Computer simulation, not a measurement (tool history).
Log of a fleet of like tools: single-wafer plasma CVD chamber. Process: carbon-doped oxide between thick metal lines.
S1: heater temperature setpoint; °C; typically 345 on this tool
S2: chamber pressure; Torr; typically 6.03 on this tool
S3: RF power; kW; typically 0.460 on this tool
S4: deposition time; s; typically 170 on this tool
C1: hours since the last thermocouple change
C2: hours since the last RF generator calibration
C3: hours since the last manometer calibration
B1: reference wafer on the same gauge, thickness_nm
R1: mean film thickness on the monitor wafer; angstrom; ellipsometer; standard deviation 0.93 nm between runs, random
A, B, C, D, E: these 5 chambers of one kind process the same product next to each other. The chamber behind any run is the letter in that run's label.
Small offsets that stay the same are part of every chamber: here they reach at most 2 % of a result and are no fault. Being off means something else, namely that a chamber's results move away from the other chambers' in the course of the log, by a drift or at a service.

run 1E hour=10.8 | S1=345 S2=6.03 S3=0.460 S4=170 | C1=1545.9 C2=1310.8 C3=1499.7 | B1=925.58 | R1=8535.3
-- hour=13.0 chamber A: thermocouple changed; heater temperature recalibrated
-- hour=13.8 chamber E: thermocouple changed; heater temperature recalibrated
run 2C hour=19.6 | S1=345 S2=6.03 S3=0.460 S4=170 | C1=726.5 C2=930.8 C3=2198.9 | B1=925.88 | R1=8430.9
run 3D hour=25.2 | S1=345 S2=6.03 S3=0.460 S4=170 | C1=1195.8 C2=1391.5 C3=622.2 | B1=925.38 | R1=8281.0
run 4B hour=31.6 | S1=345 S2=6.03 S3=0.460 S4=170 | C1=541.0 C2=542.9 C3=65.3 | B1=925.44 | R1=8413.4
run 5A hour=40.7 | S1=345 S2=6.03 S3=0.430 S4=170 | C1=27.8 C2=1302.6 C3=533.9 | B1=925.21 | R1=7955.3
run 6B hour=50.6 | S1=345 S2=6.03 S3=0.430 S4=170 | C1=560.0 C2=561.9 C3=84.3 | B1=925.27 | R1=8012.6
run 7A hour=57.3 | S1=345 S2=6.03 S3=0.430 S4=170 | C1=44.4 C2=1319.2 C3=550.5 | B1=924.92 | R1=7950.2
run 8C hour=64.7 | S1=345 S2=6.03 S3=0.430 S4=170 | C1=771.6 C2=975.9 C3=2244.0 | B1=924.85 | R1=8002.9
run 9D hour=70.1 | S1=345 S2=6.03 S3=0.430 S4=170 | C1=1240.7 C2=1436.4 C3=667.1 | B1=924.82 | R1=7897.7
run 10E hour=76.1 | S1=345 S2=6.03 S3=0.460 S4=170 | C1=62.4 C2=1376.1 C3=1565.0 | B1=924.65 | R1=8540.2
run 11E hour=83.3 | S1=345 S2=6.03 S3=0.460 S4=170 | C1=69.6 C2=1383.3 C3=1572.2 | B1=924.52 | R1=8518.3
run 12D hour=93.6 | S1=345 S2=6.03 S3=0.460 S4=170 | C1=1264.2 C2=1459.9 C3=690.6 | B1=924.26 | R1=8280.3
run 13C hour=98.3 | S1=345 S2=6.03 S3=0.460 S4=170 | C1=805.2 C2=1009.5 C3=2277.6 | B1=924.30 | R1=8431.2
run 14A hour=107.7 | S1=345 S2=6.03 S3=0.460 S4=170 | C1=94.8 C2=1369.6 C3=600.9 | B1=924.07 | R1=8335.6
run 15B hour=113.1 | S1=345 S2=6.03 S3=0.550 S4=153 | C1=622.5 C2=624.4 C3=146.8 | B1=923.90 | R1=8466.9
run 16B hour=120.0 | S1=345 S2=6.03 S3=0.550 S4=153 | C1=629.4 C2=631.3 C3=153.7 | B1=923.85 | R1=8472.0
run 17D hour=126.6 | S1=345 S2=6.03 S3=0.550 S4=153 | C1=1297.2 C2=1492.9 C3=723.6 | B1=924.00 | R1=8337.5
run 18A hour=132.3 | S1=345 S2=6.03 S3=0.550 S4=153 | C1=119.4 C2=1394.2 C3=625.5 | B1=923.44 | R1=8392.5
run 19C hour=140.0 | S1=345 S2=6.03 S3=0.550 S4=153 | C1=846.9 C2=1051.2 C3=2319.3 | B1=923.53 | R1=8476.6
run 20E hour=148.5 | S1=345 S2=6.03 S3=0.460 S4=170 | C1=134.8 C2=1448.5 C3=1637.4 | B1=923.74 | R1=8520.1
run 21E hour=154.1 | S1=345 S2=4.67 S3=0.460 S4=170 | C1=140.4 C2=1454.1 C3=1643.0 | B1=923.38 | R1=8207.7
run 22B hour=164.2 | S1=345 S2=4.67 S3=0.460 S4=170 | C1=673.6 C2=675.5 C3=197.9 | B1=923.30 | R1=8113.6
run 23D hour=170.9 | S1=345 S2=4.67 S3=0.460 S4=170 | C1=1341.5 C2=1537.2 C3=767.9 | B1=923.05 | R1=7997.8
run 24C hour=176.2 | S1=345 S2=4.67 S3=0.460 S4=170 | C1=883.1 C2=1087.4 C3=2355.5 | B1=923.18 | R1=8094.4
run 25A hour=186.1 | S1=345 S2=4.67 S3=0.460 S4=170 | C1=173.2 C2=1448.0 C3=679.3 | B1=922.63 | R1=8014.2
run 26B hour=194.1 | S1=345 S2=6.03 S3=0.460 S4=170 | C1=703.5 C2=705.4 C3=227.8 | B1=922.54 | R1=8405.9
run 27D hour=203.7 | S1=345 S2=6.03 S3=0.460 S4=170 | C1=1374.3 C2=1570.0 C3=800.7 | B1=922.78 | R1=8278.2
run 28E hour=208.5 | S1=345 S2=6.03 S3=0.460 S4=170 | C1=194.8 C2=1508.5 C3=1697.4 | B1=922.40 | R1=8503.6
run 29C hour=219.4 | S1=345 S2=6.03 S3=0.460 S4=170 | C1=926.3 C2=1130.6 C3=2398.7 | B1=922.42 | R1=8394.2
run 30A hour=225.4 | S1=345 S2=6.03 S3=0.460 S4=170 | C1=212.5 C2=1487.3 C3=718.6 | B1=922.09 | R1=8319.9
run 31E hour=233.9 | S1=345 S2=6.03 S3=0.460 S4=170 | C1=220.2 C2=1533.9 C3=1722.8 | B1=921.90 | R1=8511.8
run 32B hour=239.0 | S1=345 S2=6.03 S3=0.460 S4=170 | C1=748.4 C2=750.3 C3=272.7 | B1=922.25 | R1=8398.6

Decide between three cases: one chamber stands off from its peers, the gauge reading all wafers drifts, or nothing is wrong past each chamber's small offset. Where a chamber is off, say which and what most likely put it there.

The gauge drifts, so all chambers seem to drift together. No chamber is off.
Cause: gauge reads low (%) = 0.453.
